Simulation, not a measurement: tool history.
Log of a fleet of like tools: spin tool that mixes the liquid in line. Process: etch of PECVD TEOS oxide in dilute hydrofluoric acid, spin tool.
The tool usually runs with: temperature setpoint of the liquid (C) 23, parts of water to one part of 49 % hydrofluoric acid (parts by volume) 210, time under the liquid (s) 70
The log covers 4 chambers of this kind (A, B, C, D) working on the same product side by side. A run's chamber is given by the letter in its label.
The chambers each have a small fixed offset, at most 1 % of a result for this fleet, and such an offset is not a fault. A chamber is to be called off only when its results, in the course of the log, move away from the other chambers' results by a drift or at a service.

run,hour,temperature setpoint of the liquid (C),parts of water to one part of 49 % hydrofluoric acid (parts by volume),time under the liquid (s),"read-back film thickness of the PECVD TEOS oxide reference wafer, read on the same gauge (nm)",thickness taken off the PECVD TEOS oxide on a monitor wafer (nm)
1B,4.8,23,210,70,110.01,4.0536
2D,14.4,23,210,70,110.01,4.0214
3A,23.9,23,210,70,109.99,4.0372
4C,33,23,210,70,109.96,3.9733
5B,38.9,23,210,70,110.01,4.0769
6D,46.7,23,210,70,110.02,3.9779
7A,54.5,18.5,130,70,110.01,5.9707
8C,59.4,18.5,130,70,110,5.8847
9B,68.3,18.5,130,70,110.02,6.0299
10D,75.2,18.5,130,70,110,5.7997
11C,83,23,210,70,110.01,3.9619
12A,91,23,210,70,109.99,4.0294
13C,95.4,23,210,70,110,4.0091
14A,104.1,23,210,70,110.01,4.0507
15D,110.9,23,210,70,109.98,3.9798
16B,119.3,23,210,50,109.99,2.9397
17D,124.5,23,210,50,109.98,2.8459
18C,132.2,23,210,50,110,2.868
19A,140.7,23,210,50,109.98,2.8703
20B,147.9,23,145,70,110.02,6.3636
21D,153.3,23,145,70,109.98,6.1373
22C,161.5,23,145,70,109.99,6.2182
23B,170.3,23,145,70,110.01,6.3748
24A,177,23,210,70,110.03,4.0465
25B,183.2,23,210,70,110.04,4.0616
26C,189.4,23,210,45,110,2.5634
27D,194.8,23,210,45,110,2.5772
28A,200.1,23,210,45,110.02,2.6035
29A,206.6,23,210,45,110.01,2.589
30B,211.9,23,180,40,110.02,2.8435
31D,219.5,23,180,40,110,2.7635
32C,226.5,23,180,40,110.01,2.7648
33A,233.3,23,180,40,109.99,2.7587

Which is it: a chamber that has drifted or been left off by a service, a gauge drift common to all chambers, or only each chamber's usual small offset? If a chamber is off, name it and its likeliest cause.

No chamber is off and the gauge is stable; the differences are just each chamber's small, constant offset.

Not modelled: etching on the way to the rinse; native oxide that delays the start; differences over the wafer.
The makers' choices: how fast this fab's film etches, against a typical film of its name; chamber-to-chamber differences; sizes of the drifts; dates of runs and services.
